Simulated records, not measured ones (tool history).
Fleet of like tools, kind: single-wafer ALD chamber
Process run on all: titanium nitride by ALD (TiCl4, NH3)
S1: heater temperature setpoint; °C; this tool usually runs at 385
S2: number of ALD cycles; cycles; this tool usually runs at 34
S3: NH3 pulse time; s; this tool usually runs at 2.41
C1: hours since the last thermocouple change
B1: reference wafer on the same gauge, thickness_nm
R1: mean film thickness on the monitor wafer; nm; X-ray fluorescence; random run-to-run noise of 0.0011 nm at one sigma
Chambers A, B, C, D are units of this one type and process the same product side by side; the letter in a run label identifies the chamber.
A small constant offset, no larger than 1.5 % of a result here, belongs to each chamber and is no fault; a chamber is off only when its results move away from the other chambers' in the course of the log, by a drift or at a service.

{"run": "1D", "hour": 9.8, "S1": 385, "S2": 34, "S3": 2.41, "C1": 1611.6, "B1": 0.63264, "R1": 0.74469}
{"run": "2A", "hour": 19.3, "S1": 385, "S2": 34, "S3": 2.41, "C1": 253.8, "B1": 0.63293, "R1": 0.74362}
{"run": "3B", "hour": 25.2, "S1": 385, "S2": 34, "S3": 2.41, "C1": 607.1, "B1": 0.63264, "R1": 0.75542}
{"run": "4C", "hour": 30.7, "S1": 385, "S2": 34, "S3": 2.41, "C1": 1288.7, "B1": 0.63235, "R1": 0.73736}
{"run": "5B", "hour": 35.6, "S1": 372, "S2": 38, "S3": 2.41, "C1": 617.5, "B1": 0.63251, "R1": 0.83463}
{"hour": 39.3, "done": "chamber C: thermocouple changed; heater temperature recalibrated"}
{"run": "6A", "hour": 41.2, "S1": 372, "S2": 38, "S3": 2.41, "C1": 275.7, "B1": 0.63235, "R1": 0.81861}
{"run": "7D", "hour": 46.2, "S1": 372, "S2": 38, "S3": 2.41, "C1": 1648, "B1": 0.63222, "R1": 0.82482}
{"run": "8C", "hour": 53.9, "S1": 372, "S2": 38, "S3": 2.41, "C1": 14.6, "B1": 0.6321, "R1": 0.81463}
{"run": "9C", "hour": 60.0, "S1": 385, "S2": 34, "S3": 2.41, "C1": 20.7, "B1": 0.63203, "R1": 0.73602}
{"run": "10A", "hour": 65.4, "S1": 385, "S2": 34, "S3": 2.41, "C1": 299.9, "B1": 0.63188, "R1": 0.74117}
{"run": "11B", "hour": 72.2, "S1": 385, "S2": 34, "S3": 2.41, "C1": 654.1, "B1": 0.63189, "R1": 0.75568}
{"run": "12D", "hour": 78.6, "S1": 385, "S2": 34, "S3": 2.41, "C1": 1680.4, "B1": 0.63176, "R1": 0.74362}
{"run": "13D", "hour": 86.9, "S1": 385, "S2": 34, "S3": 2.41, "C1": 1688.7, "B1": 0.63141, "R1": 0.74553}
{"run": "14C", "hour": 94.0, "S1": 385, "S2": 34, "S3": 2.41, "C1": 54.7, "B1": 0.63134, "R1": 0.73447}
{"run": "15A", "hour": 100.7, "S1": 385, "S2": 34, "S3": 2.41, "C1": 335.2, "B1": 0.63137, "R1": 0.73899}
{"run": "16B", "hour": 108.6, "S1": 385, "S2": 34, "S3": 2.41, "C1": 690.5, "B1": 0.63128, "R1": 0.75475}
{"run": "17C", "hour": 115.1, "S1": 385, "S2": 34, "S3": 2.41, "C1": 75.8, "B1": 0.63116, "R1": 0.73447}
{"run": "18B", "hour": 124.8, "S1": 385, "S2": 34, "S3": 2.41, "C1": 706.7, "B1": 0.6309, "R1": 0.75344}
{"run": "19D", "hour": 130.4, "S1": 385, "S2": 34, "S3": 2.41, "C1": 1732.2, "B1": 0.63089, "R1": 0.7432}
{"run": "20A", "hour": 138.5, "S1": 373, "S2": 34, "S3": 3.13, "C1": 373, "B1": 0.63057, "R1": 0.74286}
{"run": "21D", "hour": 143.1, "S1": 373, "S2": 34, "S3": 3.13, "C1": 1744.9, "B1": 0.63052, "R1": 0.74711}
{"run": "22A", "hour": 151.9, "S1": 373, "S2": 34, "S3": 3.13, "C1": 386.4, "B1": 0.63034, "R1": 0.74218}
{"run": "23B", "hour": 159.1, "S1": 373, "S2": 34, "S3": 3.13, "C1": 741, "B1": 0.63031, "R1": 0.75842}
{"run": "24C", "hour": 163.8, "S1": 385, "S2": 34, "S3": 2.41, "C1": 124.5, "B1": 0.63031, "R1": 0.73448}
{"run": "25A", "hour": 168.2, "S1": 385, "S2": 34, "S3": 2.41, "C1": 402.7, "B1": 0.63009, "R1": 0.73988}
{"run": "26D", "hour": 173.2, "S1": 385, "S2": 34, "S3": 2.41, "C1": 1775, "B1": 0.63028, "R1": 0.7441}
{"run": "27C", "hour": 179.5, "S1": 385, "S2": 34, "S3": 2.41, "C1": 140.2, "B1": 0.62993, "R1": 0.73416}
{"run": "28B", "hour": 185.1, "S1": 385, "S2": 34, "S3": 2.41, "C1": 767, "B1": 0.63002, "R1": 0.75113}
{"run": "29B", "hour": 192.5, "S1": 385, "S2": 34, "S3": 2.41, "C1": 774.4, "B1": 0.62989, "R1": 0.75326}
{"run": "30A", "hour": 198.1, "S1": 373, "S2": 34, "S3": 1.75, "C1": 432.6, "B1": 0.63006, "R1": 0.71431}
{"run": "31D", "hour": 204.4, "S1": 373, "S2": 34, "S3": 1.75, "C1": 1806.2, "B1": 0.62946, "R1": 0.72103}
{"run": "32C", "hour": 210.3, "S1": 373, "S2": 34, "S3": 1.75, "C1": 171, "B1": 0.62919, "R1": 0.71067}
{"run": "33A", "hour": 215.9, "S1": 373, "S2": 34, "S3": 1.75, "C1": 450.4, "B1": 0.62951, "R1": 0.71717}

Is one chamber out of step, is the gauge drifting, or do the chambers differ by no more than their own small offsets? For an off chamber, give its letter and the likeliest cause.

The gauge drifts, so all chambers seem to drift together. No chamber is off.
What lies behind it: gauge reads low (%) = 0.59.
